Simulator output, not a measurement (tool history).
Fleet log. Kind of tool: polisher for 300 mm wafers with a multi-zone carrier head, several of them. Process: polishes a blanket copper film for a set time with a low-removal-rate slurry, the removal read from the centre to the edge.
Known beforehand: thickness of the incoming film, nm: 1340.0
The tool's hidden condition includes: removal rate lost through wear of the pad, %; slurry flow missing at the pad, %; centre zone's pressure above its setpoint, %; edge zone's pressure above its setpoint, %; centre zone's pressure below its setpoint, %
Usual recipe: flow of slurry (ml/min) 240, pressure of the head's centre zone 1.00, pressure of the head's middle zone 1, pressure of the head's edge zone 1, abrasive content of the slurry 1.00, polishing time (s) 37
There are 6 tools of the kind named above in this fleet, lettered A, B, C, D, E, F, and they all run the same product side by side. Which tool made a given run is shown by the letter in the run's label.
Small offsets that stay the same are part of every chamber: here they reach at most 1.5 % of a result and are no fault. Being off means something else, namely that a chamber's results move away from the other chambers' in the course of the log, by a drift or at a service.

run	hour	flow of slurry (ml/min)	pressure of the head's centre zone	pressure of the head's middle zone	pressure of the head's edge zone	abrasive content of the slurry	polishing time (s)	wafers polished on this pad	hours since the slurry nozzle was cleaned	hours since the centre zone pressure was calibrated	hours since the edge zone pressure was calibrated	film removed at the wafer's centre (Å)	film removed at mid-radius (Å)	film removed at the wafer's edge (Å)
1B	3.9	240	1.00	1	1	1.00	37	1069	443.3	347.2	302.1	996.73	1018.60	1022.20
# hour 4.3: chamber B: worn pad replaced by a new one
# hour 5.2: chamber E: worn pad replaced by a new one
2C	6.7	240	1.00	1	1	1.00	37	598	390.0	297.6	902.1	1029.10	997.43	1025.00
# hour 7.5: chamber D: worn pad replaced by a new one
3F	9.4	240	1.00	1	1	1.00	37	608	162.3	368.2	212.9	1009.80	1014.50	1029.10
# hour 12.5: chamber F: worn pad replaced by a new one
4E	13.2	240	1.00	1	1	1.00	37	113	205.7	135.2	789.8	1007.60	1002.00	1015.70
5A	15.6	240	1.00	1	1	1.00	37	230	134.9	724.8	445.7	1018.00	1018.00	1039.00
6D	18.3	240	1.00	1	1	1.00	37	152	279.9	593.0	792.8	1011.80	1011.40	1017.10
7A	21.8	240	1.00	1	1	1.00	37	318	141.1	731.0	451.9	1015.00	1028.00	1007.90
# hour 22.6: chamber C: worn pad replaced by a new one
8C	24.5	240	1.00	1	1	1.00	37	27	407.8	315.4	919.9	1030.40	996.78	1005.40
9D	27.1	240	1.00	1	1	0.75	24	277	288.7	601.8	801.6	620.29	623.36	624.92
10B	31.9	240	1.00	1	1	0.75	24	391	471.3	375.2	330.1	613.77	615.15	616.98
# hour 35.5: chamber E: edge zone pressure recalibrated
11F	36.2	240	1.00	1	1	0.75	24	335	189.1	395.0	239.7	612.65	605.53	614.09
# hour 38.6: chamber A: worn pad replaced by a new one
12E	40.2	240	1.00	1	1	0.75	24	495	232.7	162.2	4.7	620.08	606.83	617.87
13C	43.1	240	1.00	1	1	0.75	24	290	426.4	334.0	938.5	625.74	612.11	617.55
14B	48.0	240	1.00	1	1	0.75	24	619	487.4	391.3	346.2	604.70	624.30	621.68
15E	52.0	240	1.00	1	1	1.00	37	662	244.5	174.0	16.5	1011.00	1005.20	994.70
16A	55.1	240	1.00	1	1	1.00	37	233	174.4	764.3	485.2	1012.80	1012.10	999.79
17D	58.1	240	1.00	1	1	1.20	33	715	319.7	632.8	832.6	941.15	933.40	948.00
# hour 59.9: chamber E: worn pad replaced by a new one
18F	61.1	240	1.00	1	1	1.20	33	687	214.0	419.9	264.6	944.00	929.16	946.66
19F	63.6	240	1.00	1	1	1.20	33	722	216.5	422.4	267.1	935.62	935.55	947.55
20E	67.7	240	1.00	1	1	1.20	33	110	260.2	189.7	32.2	945.63	921.54	935.36
# hour 68.9: chamber C: worn pad replaced by a new one
# hour 69.3: chamber F: worn pad replaced by a new one
21B	71.3	240	1.00	1	1	1.20	33	948	510.7	414.6	369.5	932.52	950.38	946.83
22C	73.8	240	1.00	1	1	1.20	33	69	457.1	364.7	969.2	947.78	935.67	937.11
# hour 74.4: chamber D: slurry nozzle cleaned
23D	77.2	240	1.00	1	1	1.00	37	985	2.9	651.9	851.7	1008.20	1024.90	995.93
# hour 79.6: chamber B: worn pad replaced by a new one
24A	80.5	240	1.00	1	1	1.00	37	592	199.8	789.7	510.6	1010.50	1026.40	1017.70
# hour 83.5: chamber A: worn pad replaced by a new one
25D	84.0	240	1.00	1	1	1.00	37	1081	9.7	658.7	858.5	1003.00	1002.60	1013.00
26F	87.2	240	1.00	1	1	1.00	37	253	240.1	446.0	290.7	1010.50	1007.10	1012.80
# hour 89.2: chamber D: worn pad replaced by a new one
27B	90.2	240	1.00	1	1	1.00	37	149	529.6	433.5	388.4	987.34	1013.00	1021.10
28A	94.8	240	1.00	1	1	1.00	37	160	214.1	804.0	524.9	1013.00	1017.70	985.27
29C	98.3	240	1.00	1	1	1.00	37	415	481.6	389.2	993.7	1020.60	1003.70	1014.80
30E	102.7	240	1.00	1	1	1.00	37	605	295.2	224.7	67.2	1028.90	999.51	1028.90
# hour 104.5: chamber E: worn pad replaced by a new one
31A	107.1	240	1.00	1	1	1.00	37	334	226.4	816.3	537.2	1011.50	1010.70	1025.60
32B	109.6	240	1.00	1	1	1.00	37	424	549.0	452.9	407.8	1014.50	1012.10	1008.90
33E	113.9	240	1.00	1	1	1.00	37	133	306.4	235.9	78.4	1023.50	999.58	1039.70
34D	116.7	240	1.00	1	1	1.00	37	390	42.4	691.4	891.2	1010.40	1017.20	993.70
# hour 118.3: chamber C: edge zone pressure recalibrated
35C	119.6	240	1.11	1	1	1.00	37	716	502.9	410.5	1.4	1152.50	1005.90	1005.70
# hour 120.2: chamber F: worn pad replaced by a new one
36F	123.3	240	1.11	1	1	1.00	37	44	276.2	482.1	326.8	1139.10	998.77	1003.80
# hour 124.6: chamber A: worn pad replaced by a new one
37B	125.7	240	1.11	1	1	1.00	37	651	565.1	469.0	423.9	1131.60	1013.70	1035.20
38A	130.1	240	1.11	1	1	1.00	37	78	249.4	839.3	560.2	1127.60	1029.30	1036.40

Next, all 6 chambers run the settings below, one line each with question marks for the results. What does each chamber give?
39A	133.7	240	0.90	1	1	1.00	37					?	?	?
39B	133.7	240	0.90	1	1	1.00	37					?	?	?
39C	133.7	240	0.90	1	1	1.00	37					?	?	?
39D	133.7	240	0.90	1	1	1.00	37					?	?	?
39E	133.7	240	0.90	1	1	1.00	37					?	?	?
39F	133.7	240	0.90	1	1	1.00	37					?	?	?

run	film removed at the wafer's centre (Å)	film removed at mid-radius (Å)	film removed at the wafer's edge (Å)
39A	902.99	1032.30	1000.10
39B	895.42	1001.90	1016.90
39C	910.66	994.75	1032.00
39D	898.16	1016.80	1011.60
39E	912.05	995.45	989.74
39F	904.43	1009.90	1033.70
